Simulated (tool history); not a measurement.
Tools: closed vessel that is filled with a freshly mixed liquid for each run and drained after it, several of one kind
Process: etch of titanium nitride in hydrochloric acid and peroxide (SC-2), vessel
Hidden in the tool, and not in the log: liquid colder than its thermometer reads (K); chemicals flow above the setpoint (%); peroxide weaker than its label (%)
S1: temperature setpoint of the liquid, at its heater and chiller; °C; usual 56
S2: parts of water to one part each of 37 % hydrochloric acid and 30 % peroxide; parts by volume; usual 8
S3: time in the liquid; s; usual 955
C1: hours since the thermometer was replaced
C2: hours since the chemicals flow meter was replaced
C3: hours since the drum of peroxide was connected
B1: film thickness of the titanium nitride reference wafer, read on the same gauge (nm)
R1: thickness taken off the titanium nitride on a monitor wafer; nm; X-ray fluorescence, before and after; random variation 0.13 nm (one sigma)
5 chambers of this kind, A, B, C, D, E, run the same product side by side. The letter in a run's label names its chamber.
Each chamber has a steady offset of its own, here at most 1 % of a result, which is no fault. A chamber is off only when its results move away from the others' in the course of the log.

Run 1B, day 0.608: usual settings; C1 501.2; C2 1129.7; C3 690.5; B1 99.987. Result: R1 36.571 nm.
At day 0.846: chamber C: chemicals flow meter replaced.
Run 2C, day 1.096: usual settings; C1 789.6; C2 6.1; C3 408.4; B1 99.991. Result: R1 36.317 nm.
At day 1.108: chamber C: new drum of peroxide connected.
At day 1.258: chamber B: chemicals flow meter replaced.
Run 3D, day 1.675: usual settings; C1 1031.5; C2 552.8; C3 1315.6; B1 99.994. Result: R1 36.650 nm.
Run 4A, day 2.304: usual settings; C1 2030.4; C2 1170.5; C3 182.6; B1 99.990. Result: R1 36.740 nm.
Run 5E, day 2.950: usual settings; C1 1073.5; C2 631.5; C3 175.2; B1 100.020. Result: R1 36.686 nm.
Run 6C, day 3.258: usual settings; C1 841.5; C2 58.0; C3 51.7; B1 100.010. Result: R1 36.355 nm.
Run 7D, day 3.833: usual settings; C1 1083.3; C2 604.6; C3 1367.4; B1 100.020. Result: R1 36.273 nm.
Run 8B, day 4.250: usual settings; C1 588.6; C2 71.9; C3 777.9; B1 100.010. Result: R1 36.549 nm.
At day 4.325: chamber A: thermometer replaced.
Run 9A, day 4.754: usual settings; C1 10.4; C2 1229.3; C3 241.4; B1 100.010. Result: R1 36.671 nm.
At day 5.212: chamber C: thermometer replaced.
Run 10E, day 5.404: usual settings; C1 1132.4; C2 690.4; C3 234.1; B1 100.000. Result: R1 36.313 nm.
Run 11B, day 5.962: usual settings; C1 629.7; C2 113.0; C3 819.0; B1 100.010. Result: R1 36.551 nm.
At day 6.150: chamber A: chemicals flow meter replaced.
At day 6.221: chamber D: new drum of peroxide connected.
Run 12C, day 6.596: usual settings; C1 33.3; C2 138.1; C3 131.8; B1 100.000. Result: R1 36.495 nm.
Run 13A, day 7.150: usual settings; C1 67.9; C2 24.1; C3 298.9; B1 99.983. Result: R1 36.623 nm.
Run 14E, day 7.512: usual settings; C1 1183.0; C2 741.0; C3 284.7; B1 99.993. Result: R1 36.673 nm.
Run 15D, day 7.996: usual settings; C1 1183.2; C2 704.5; C3 42.7; B1 99.995. Result: R1 36.014 nm.
Run 16D, day 8.525: usual settings; C1 1195.9; C2 717.2; C3 55.4; B1 100.010. Result: R1 36.109 nm.
Run 17C, day 9.158: usual settings; C1 94.8; C2 199.6; C3 193.3; B1 99.996. Result: R1 36.399 nm.
Run 18A, day 9.758: usual settings; C1 130.5; C2 86.7; C3 361.5; B1 100.010. Result: R1 36.595 nm.
Run 19E, day 10.200: usual settings; C1 1247.5; C2 805.5; C3 349.2; B1 100.000. Result: R1 36.766 nm.
At day 10.725: chamber D: chemicals flow meter replaced.
Run 20B, day 10.733: usual settings; C1 744.2; C2 227.5; C3 933.5; B1 100.000. Result: R1 36.502 nm.
Run 21B, day 11.308: usual settings; C1 758.0; C2 241.3; C3 947.3; B1 99.996. Result: R1 36.416 nm.
Run 22C, day 11.792: usual settings but S1 53 °C, S2 11 parts by volume; C1 158.0; C2 262.8; C3 256.5; B1 100.010. Result: R1 23.339 nm.
Run 23A, day 12.283: usual settings but S1 53 °C, S2 11 parts by volume; C1 191.1; C2 147.3; C3 422.1; B1 99.997. Result: R1 23.158 nm.
Run 24E, day 12.679: usual settings but S1 53 °C, S2 11 parts by volume; C1 1307.0; C2 865.0; C3 408.7; B1 99.991. Result: R1 23.204 nm.
Run 25D, day 13.021: usual settings but S1 53 °C, S2 11 parts by volume; C1 1303.8; C2 55.1; C3 163.3; B1 99.993. Result: R1 22.701 nm.
Run 26A, day 13.629: usual settings but S1 53 °C, S2 11 parts by volume; C1 223.4; C2 179.6; C3 454.4; B1 99.992. Result: R1 23.221 nm.
Run 27C, day 14.217: usual settings but S1 65 °C; C1 216.2; C2 321.0; C3 314.7; B1 99.999. Result: R1 63.571 nm.
Run 28E, day 14.538: usual settings but S1 65 °C; C1 1351.6; C2 909.6; C3 453.3; B1 99.990. Result: R1 63.791 nm.
Run 29D, day 14.975: usual settings but S1 65 °C; C1 1350.7; C2 102.0; C3 210.2; B1 99.997. Result: R1 62.168 nm.
Run 30B, day 15.296: usual settings but S1 65 °C; C1 853.7; C2 337.0; C3 1043.0; B1 99.987. Result: R1 64.248 nm.
Run 31A, day 15.896: usual settings but S1 65 °C; C1 277.8; C2 234.0; C3 508.8; B1 99.990. Result: R1 64.587 nm.
Run 32D, day 16.442: usual settings; C1 1385.9; C2 137.2; C3 245.4; B1 100.010. Result: R1 35.216 nm.
Run 33B, day 16.917: usual settings; C1 892.6; C2 375.9; C3 1081.9; B1 100.000. Result: R1 36.347 nm.

Is one chamber off against the others, does the gauge drift, or is nothing wrong? If a chamber is off, say which, and what the likeliest cause is.

Chamber D drifts away from the others.
Cause: liquid colder than its thermometer reads (K) = 0.485.

Here are 4 candidates for chamber D's next run, each the usual settings with a change, their results left as question marks. Which one brings its results back in line with what the others give on the usual settings?
In line means no further than this from the other chambers' mean on the usual settings: R1 0.440 nm
Run 34D-1, day 17.383: usual settings but S3 965 s. Result: R1 ?.
Run 34D-2, day 17.383: usual settings but S3 945 s. Result: R1 ?.
Run 34D-3, day 17.383: usual settings but S3 985 s. Result: R1 ?.
Run 34D-4, day 17.383: usual settings but S3 925 s. Result: R1 ?.

The other chambers' mean on the usual settings: R1 36.521 nm
  run      R1
34D-1  35.664
34D-2  34.924
34D-3  36.403
34D-4  34.185
34D-3 brings the chamber back in line.
